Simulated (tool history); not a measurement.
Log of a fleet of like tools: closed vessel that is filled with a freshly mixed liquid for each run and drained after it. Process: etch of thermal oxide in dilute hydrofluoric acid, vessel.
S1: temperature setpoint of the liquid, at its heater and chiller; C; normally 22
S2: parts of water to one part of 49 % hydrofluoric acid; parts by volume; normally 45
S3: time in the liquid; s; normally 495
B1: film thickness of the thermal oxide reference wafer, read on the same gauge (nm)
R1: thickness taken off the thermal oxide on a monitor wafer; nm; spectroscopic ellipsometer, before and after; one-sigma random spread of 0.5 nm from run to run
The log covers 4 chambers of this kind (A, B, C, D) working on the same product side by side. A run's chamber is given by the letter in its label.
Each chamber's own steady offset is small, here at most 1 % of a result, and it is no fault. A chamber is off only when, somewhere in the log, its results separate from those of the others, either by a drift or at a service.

run     day    S1  S2   S3      B1      R1
 1B   0.546    22  45  495  29.979  51.734
 2D   1.017    22  45  495  30.004  51.005
 3C   1.412    22  45  495  30.003  50.489
      1.429  -- chamber B: thermometer replaced
 4A   1.729    22  45  495  29.987   52.04
 5C   2.196    22  45  495  30.019  50.936
 6B   2.696    22  45  495  29.983  51.201
 7D   3.075    22  45  495  29.985  51.073
 8A   3.492    22  45  495  29.997  51.411
 9D   3.996  26.5  45  495  30.002  62.181
10B   4.333  26.5  45  495  30.004  62.572
11A   4.842  26.5  45  495  29.994  62.124
12C   5.267  26.5  45  495  30.008   62.59
13C   5.721  18.5  45  320  29.998  28.606
14A   6.254  18.5  45  320   29.99  28.502
15D   6.688  18.5  45  320  30.003  28.238
16B   6.988  18.5  45  320      30   28.96
17D   7.388    22  45  495  30.001  49.843
18A   7.858    25  45  495  30.007  57.756
19B   8.329    25  45  495      30  57.836
20C   8.904    25  45  495   30.02  56.265
21D   9.433    25  45  495  30.007  55.721
      9.629  -- chamber A: hydrofluoric acid flow meter replaced
22B  10.008    22  35  495  30.001  65.794
23C  10.571    22  35  495  29.991  65.738
24A  10.838    22  35  495  29.997  68.174
25D  11.358    22  35  495  29.993  65.018
26A  11.675    22  45  495  29.996  51.401
     12.058  -- chamber C: hydrofluoric acid flow meter replaced
27C  12.138    22  45  495  29.996  50.474
28B  12.567    22  45  495   30.01  51.611
29B  12.946    22  35  740  30.008  99.572
30D  13.367    22  35  740  30.006  93.949
     13.404  -- chamber D: thermometer replaced
31A  13.917    22  35  740  29.994  99.631
32C  14.454    22  35  740  30.011  97.873
33C   15.05    22  45  495  30.005  51.454
34A    15.4    22  35  630  29.992  85.864
35D  15.962    22  35  630  30.013  78.846

Next, every chamber runs the same settings. What will each give?
36A  16.392  22  45  400       ?
36B  16.392  22  45  400       ?
36C  16.392  22  45  400       ?
36D  16.392  22  45  400       ?

run      R1
36A  40.979
36B  41.428
36C  40.947
36D  38.075
